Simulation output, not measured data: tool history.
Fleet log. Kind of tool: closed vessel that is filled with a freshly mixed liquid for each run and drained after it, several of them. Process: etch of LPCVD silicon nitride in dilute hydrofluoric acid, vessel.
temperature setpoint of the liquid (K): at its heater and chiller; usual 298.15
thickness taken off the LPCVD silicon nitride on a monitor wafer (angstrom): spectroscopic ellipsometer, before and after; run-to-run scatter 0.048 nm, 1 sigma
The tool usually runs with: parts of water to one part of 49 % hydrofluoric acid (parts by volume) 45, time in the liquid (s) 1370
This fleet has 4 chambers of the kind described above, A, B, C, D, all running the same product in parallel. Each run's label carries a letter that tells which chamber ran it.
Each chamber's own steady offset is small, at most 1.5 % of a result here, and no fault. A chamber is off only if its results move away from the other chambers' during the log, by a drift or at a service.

run   hour  temperature setpoint of the liquid (K)  parts of water to one part of 49 % hydrofluoric acid (parts by volume)  time in the liquid (s)  read-back film thickness of the LPCVD silicon nitride reference wafer, read on the same gauge (nm)  thickness taken off the LPCVD silicon nitride on a monitor wafer (angstrom)
 1B    4.5                                  298.15                                                                      45                    1370                                                                                              90.028                                                                       144.03
 2C   12.6                                  298.15                                                                      45                    1370                                                                                              90.014                                                                       141.82
 3A   19.5                                  298.15                                                                      45                    1370                                                                                              90.001                                                                       142.19
 4D   25.8                                  298.15                                                                      45                    1370                                                                                               89.96                                                                       141.43
 5A   35.1                                  298.15                                                                      45                    1370                                                                                              90.033                                                                       143.39
 6C   42.7                                  298.15                                                                      45                    1370                                                                                              89.975                                                                        142.1
 7B   52.8                                  298.15                                                                      45                    1370                                                                                              90.021                                                                       144.11
 8D   60.1                                  298.15                                                                      45                    1370                                                                                              89.988                                                                       140.95
 9B   70.5                                  298.15                                                                      45                    1370                                                                                              90.025                                                                       143.87
10A   78.6                                  298.15                                                                      45                    1370                                                                                               90.02                                                                        143.6
11C   83.7                                  298.15                                                                      45                    1370                                                                                              90.008                                                                        142.5
12D     93                                  298.15                                                                      45                    1370                                                                                              89.992                                                                       142.16
13A  100.6                                  298.15                                                                      45                    1370                                                                                                  90                                                                       143.76
14C  107.3                                  298.15                                                                      45                    1370                                                                                              90.008                                                                       142.74
15D  114.8                                  303.15                                                                      25                    1370                                                                                              90.003                                                                       356.24
16B  120.7                                  303.15                                                                      25                    1370                                                                                              90.014                                                                       348.62
17A  130.1                                  303.15                                                                      25                    1370                                                                                              89.986                                                                       359.97
18B  139.1                                  303.15                                                                      25                    1370                                                                                              90.009                                                                       349.47
19D  148.5                                  298.15                                                                      45                    1370                                                                                              90.006                                                                        141.3
20C  158.6                                  299.65                                                                      45                    2035                                                                                               90.01                                                                          233
21A  168.5                                  299.65                                                                      45                    2035                                                                                              90.003                                                                       237.34
22D  178.2                                  299.65                                                                      45                    2035                                                                                              90.006                                                                       233.17
23C  187.4                                  299.65                                                                      45                    2035                                                                                              89.992                                                                       233.37
24B  192.4                                  298.15                                                                      45                    1370                                                                                              90.015                                                                       143.78
25D  201.4                                  294.15                                                                      60                    1370                                                                                              90.006                                                                       80.625
26B  210.4                                  294.15                                                                      60                    1370                                                                                              90.023                                                                       83.273
27C  219.8                                  294.15                                                                      60                    1370                                                                                              90.005                                                                       82.239
28A  229.8                                  294.15                                                                      60                    1370                                                                                              89.973                                                                       83.792
29B  237.4                                  298.15                                                                      45                    1370                                                                                              89.992                                                                       143.42
30A  247.7                                  298.15                                                                      45                    1370                                                                                              90.023                                                                       146.18

Next, all 4 chambers run the settings below, one line each with question marks for the results. What does each chamber give?
31A  255.1                                  300.15                                                                      45                    1370                                                                                                                                                                                ?
31B  255.1                                  300.15                                                                      45                    1370                                                                                                                                                                                ?
31C  255.1                                  300.15                                                                      45                    1370                                                                                                                                                                                ?
31D  255.1                                  300.15                                                                      45                    1370                                                                                                                                                                                ?

run  thickness taken off the LPCVD silicon nitride on a monitor wafer (angstrom)
31A                                                                       167.13
31B                                                                       163.45
31C                                                                       162.38
31D                                                                       162.19
